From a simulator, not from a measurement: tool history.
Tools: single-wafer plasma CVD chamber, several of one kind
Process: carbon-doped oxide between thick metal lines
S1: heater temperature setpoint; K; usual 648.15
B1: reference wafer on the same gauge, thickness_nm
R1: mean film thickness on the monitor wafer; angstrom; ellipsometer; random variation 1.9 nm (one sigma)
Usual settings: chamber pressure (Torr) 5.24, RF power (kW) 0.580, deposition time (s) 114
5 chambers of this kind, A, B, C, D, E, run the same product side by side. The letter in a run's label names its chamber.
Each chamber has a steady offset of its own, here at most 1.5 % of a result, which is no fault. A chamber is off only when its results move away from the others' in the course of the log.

{"run": "1C", "hour": 7.1, "S1": 648.15, "chamber pressure (Torr)": 5.24, "RF power (kW)": 0.58, "deposition time (s)": 114, "B1": 709.57, "R1": 5947.3}
{"run": "2A", "hour": 10.6, "S1": 648.15, "chamber pressure (Torr)": 5.24, "RF power (kW)": 0.58, "deposition time (s)": 114, "B1": 709.79, "R1": 5923.9}
{"run": "3D", "hour": 14.3, "S1": 648.15, "chamber pressure (Torr)": 5.24, "RF power (kW)": 0.58, "deposition time (s)": 114, "B1": 710.19, "R1": 5954.6}
{"hour": 16.4, "done": "chamber D: capacitance manometer re-zeroed and calibrated"}
{"run": "4B", "hour": 18.6, "S1": 648.15, "chamber pressure (Torr)": 5.24, "RF power (kW)": 0.58, "deposition time (s)": 114, "B1": 709.98, "R1": 6002.4}
{"run": "5E", "hour": 23.8, "S1": 648.15, "chamber pressure (Torr)": 5.24, "RF power (kW)": 0.58, "deposition time (s)": 114, "B1": 709.92, "R1": 5913.2}
{"run": "6E", "hour": 29.7, "S1": 648.15, "chamber pressure (Torr)": 5.24, "RF power (kW)": 0.58, "deposition time (s)": 114, "B1": 710.21, "R1": 5939.4}
{"run": "7C", "hour": 35.8, "S1": 648.15, "chamber pressure (Torr)": 5.24, "RF power (kW)": 0.58, "deposition time (s)": 114, "B1": 709.59, "R1": 5968.1}
{"run": "8B", "hour": 40.2, "S1": 648.15, "chamber pressure (Torr)": 5.24, "RF power (kW)": 0.58, "deposition time (s)": 114, "B1": 709.75, "R1": 6058.3}
{"run": "9D", "hour": 44.8, "S1": 648.15, "chamber pressure (Torr)": 5.24, "RF power (kW)": 0.58, "deposition time (s)": 114, "B1": 710.61, "R1": 5953.0}
{"run": "10A", "hour": 48.4, "S1": 648.15, "chamber pressure (Torr)": 5.24, "RF power (kW)": 0.525, "deposition time (s)": 128, "B1": 710.2, "R1": 6282.0}
{"run": "11E", "hour": 55.9, "S1": 648.15, "chamber pressure (Torr)": 5.24, "RF power (kW)": 0.525, "deposition time (s)": 128, "B1": 710.19, "R1": 6246.0}
{"run": "12B", "hour": 62.7, "S1": 648.15, "chamber pressure (Torr)": 5.24, "RF power (kW)": 0.525, "deposition time (s)": 128, "B1": 710.44, "R1": 6360.2}
{"run": "13D", "hour": 69.3, "S1": 648.15, "chamber pressure (Torr)": 5.24, "RF power (kW)": 0.525, "deposition time (s)": 128, "B1": 709.63, "R1": 6304.9}
{"run": "14A", "hour": 75.6, "S1": 648.15, "chamber pressure (Torr)": 5.24, "RF power (kW)": 0.525, "deposition time (s)": 128, "B1": 709.49, "R1": 6243.6}
{"run": "15C", "hour": 83.0, "S1": 648.15, "chamber pressure (Torr)": 5.24, "RF power (kW)": 0.58, "deposition time (s)": 114, "B1": 710.2, "R1": 5918.5}
{"run": "16C", "hour": 89.7, "S1": 648.15, "chamber pressure (Torr)": 5.24, "RF power (kW)": 0.58, "deposition time (s)": 114, "B1": 709.33, "R1": 5961.9}
{"run": "17D", "hour": 95.5, "S1": 648.15, "chamber pressure (Torr)": 5.24, "RF power (kW)": 0.58, "deposition time (s)": 114, "B1": 709.72, "R1": 5974.9}
{"hour": 99.4, "done": "chamber B: capacitance manometer re-zeroed and calibrated"}
{"run": "18E", "hour": 101.9, "S1": 648.15, "chamber pressure (Torr)": 5.24, "RF power (kW)": 0.58, "deposition time (s)": 114, "B1": 709.58, "R1": 5905.6}
{"run": "19A", "hour": 107.8, "S1": 648.15, "chamber pressure (Torr)": 5.24, "RF power (kW)": 0.58, "deposition time (s)": 114, "B1": 710.15, "R1": 5974.2}
{"run": "20B", "hour": 112.6, "S1": 648.15, "chamber pressure (Torr)": 4.83, "RF power (kW)": 0.58, "deposition time (s)": 114, "B1": 709.81, "R1": 5929.5}
{"run": "21D", "hour": 116.3, "S1": 648.15, "chamber pressure (Torr)": 4.83, "RF power (kW)": 0.58, "deposition time (s)": 114, "B1": 710.29, "R1": 5866.3}
{"run": "22C", "hour": 121.5, "S1": 648.15, "chamber pressure (Torr)": 4.83, "RF power (kW)": 0.58, "deposition time (s)": 114, "B1": 710.16, "R1": 5815.7}
{"run": "23B", "hour": 128.1, "S1": 648.15, "chamber pressure (Torr)": 4.83, "RF power (kW)": 0.58, "deposition time (s)": 114, "B1": 709.64, "R1": 5919.8}
{"run": "24E", "hour": 133.9, "S1": 648.15, "chamber pressure (Torr)": 4.83, "RF power (kW)": 0.58, "deposition time (s)": 114, "B1": 709.44, "R1": 5825.4}
{"run": "25A", "hour": 137.9, "S1": 648.15, "chamber pressure (Torr)": 4.5, "RF power (kW)": 0.685, "deposition time (s)": 114, "B1": 710.46, "R1": 6375.4}
{"run": "26B", "hour": 144.1, "S1": 648.15, "chamber pressure (Torr)": 4.5, "RF power (kW)": 0.685, "deposition time (s)": 114, "B1": 710.06, "R1": 6452.6}
{"run": "27D", "hour": 151.1, "S1": 648.15, "chamber pressure (Torr)": 4.5, "RF power (kW)": 0.685, "deposition time (s)": 114, "B1": 709.61, "R1": 6365.4}
{"run": "28A", "hour": 158.6, "S1": 648.15, "chamber pressure (Torr)": 4.5, "RF power (kW)": 0.685, "deposition time (s)": 114, "B1": 710.03, "R1": 6419.8}
{"run": "29C", "hour": 165.5, "S1": 648.15, "chamber pressure (Torr)": 4.5, "RF power (kW)": 0.685, "deposition time (s)": 114, "B1": 709.94, "R1": 6349.8}
{"run": "30E", "hour": 170.9, "S1": 648.15, "chamber pressure (Torr)": 5.24, "RF power (kW)": 0.58, "deposition time (s)": 114, "B1": 709.29, "R1": 5919.4}
{"run": "31C", "hour": 177.9, "S1": 648.15, "chamber pressure (Torr)": 5.24, "RF power (kW)": 0.58, "deposition time (s)": 114, "B1": 709.99, "R1": 5879.4}
{"run": "32D", "hour": 181.4, "S1": 640.15, "chamber pressure (Torr)": 5.24, "RF power (kW)": 0.58, "deposition time (s)": 96, "B1": 710.1, "R1": 5132.8}
{"run": "33E", "hour": 186.5, "S1": 640.15, "chamber pressure (Torr)": 5.24, "RF power (kW)": 0.58, "deposition time (s)": 96, "B1": 709.68, "R1": 5085.6}
{"run": "34B", "hour": 192.6, "S1": 640.15, "chamber pressure (Torr)": 5.24, "RF power (kW)": 0.58, "deposition time (s)": 96, "B1": 710.56, "R1": 5155.2}
{"run": "35A", "hour": 199.5, "S1": 640.15, "chamber pressure (Torr)": 5.24, "RF power (kW)": 0.58, "deposition time (s)": 96, "B1": 709.52, "R1": 5078.8}
{"run": "36C", "hour": 205.1, "S1": 640.15, "chamber pressure (Torr)": 5.24, "RF power (kW)": 0.58, "deposition time (s)": 96, "B1": 709.57, "R1": 4991.4}
{"run": "37D", "hour": 210.6, "S1": 648.15, "chamber pressure (Torr)": 5.24, "RF power (kW)": 0.58, "deposition time (s)": 114, "B1": 709.86, "R1": 5930.3}
{"run": "38E", "hour": 214.7, "S1": 648.15, "chamber pressure (Torr)": 5.24, "RF power (kW)": 0.58, "deposition time (s)": 114, "B1": 709.98, "R1": 5929.3}
{"run": "39B", "hour": 221.4, "S1": 648.15, "chamber pressure (Torr)": 5.24, "RF power (kW)": 0.58, "deposition time (s)": 114, "B1": 710.48, "R1": 6001.6}
{"run": "40A", "hour": 228.7, "S1": 648.15, "chamber pressure (Torr)": 5.24, "RF power (kW)": 0.58, "deposition time (s)": 114, "B1": 710.19, "R1": 5936.5}
{"run": "41E", "hour": 233.0, "S1": 643.15, "chamber pressure (Torr)": 6.04, "RF power (kW)": 0.58, "deposition time (s)": 114, "B1": 709.8, "R1": 6047.4}
{"run": "42C", "hour": 239.1, "S1": 643.15, "chamber pressure (Torr)": 6.04, "RF power (kW)": 0.58, "deposition time (s)": 114, "B1": 709.79, "R1": 5960.7}
{"run": "43B", "hour": 246.0, "S1": 643.15, "chamber pressure (Torr)": 6.04, "RF power (kW)": 0.58, "deposition time (s)": 114, "B1": 709.72, "R1": 6190.4}
{"run": "44D", "hour": 252.8, "S1": 643.15, "chamber pressure (Torr)": 6.04, "RF power (kW)": 0.58, "deposition time (s)": 114, "B1": 710.23, "R1": 6114.8}

What goes on in this fleet: one chamber off, a drifting gauge, or nothing beyond the chambers' own small offsets? Name the chamber and the cause, if any.

Chamber C drifts away from the others.
Cause: delivered RF power below the setpoint (%) = 5.19.

Here are 4 candidates for chamber C's next run, each the usual settings with a change, their results left as question marks. Which one brings its results back in line with what the others give on the usual settings?
In line means no further than this from the other chambers' mean on the usual settings: R1 67.0 angstrom
{"run": "45C-1", "hour": 258.2, "S1": 648.15, "chamber pressure (Torr)": 5.24, "RF power (kW)": 0.565, "deposition time (s)": 109, "R1": "?"}
{"run": "45C-2", "hour": 258.2, "S1": 648.15, "chamber pressure (Torr)": 5.32, "RF power (kW)": 0.605, "deposition time (s)": 114, "R1": "?"}
{"run": "45C-3", "hour": 258.2, "S1": 648.15, "chamber pressure (Torr)": 5.24, "RF power (kW)": 0.58, "deposition time (s)": 111, "R1": "?"}
{"run": "45C-4", "hour": 258.2, "S1": 648.15, "chamber pressure (Torr)": 5.32, "RF power (kW)": 0.58, "deposition time (s)": 121, "R1": "?"}

The other chambers' mean on the usual settings: R1 5953.1 angstrom
run=45C-1 R1=5440.8
run=45C-2 R1=5946.7
run=45C-3 R1=5631.5
run=45C-4 R1=6150.9
45C-2 brings the chamber back in line.

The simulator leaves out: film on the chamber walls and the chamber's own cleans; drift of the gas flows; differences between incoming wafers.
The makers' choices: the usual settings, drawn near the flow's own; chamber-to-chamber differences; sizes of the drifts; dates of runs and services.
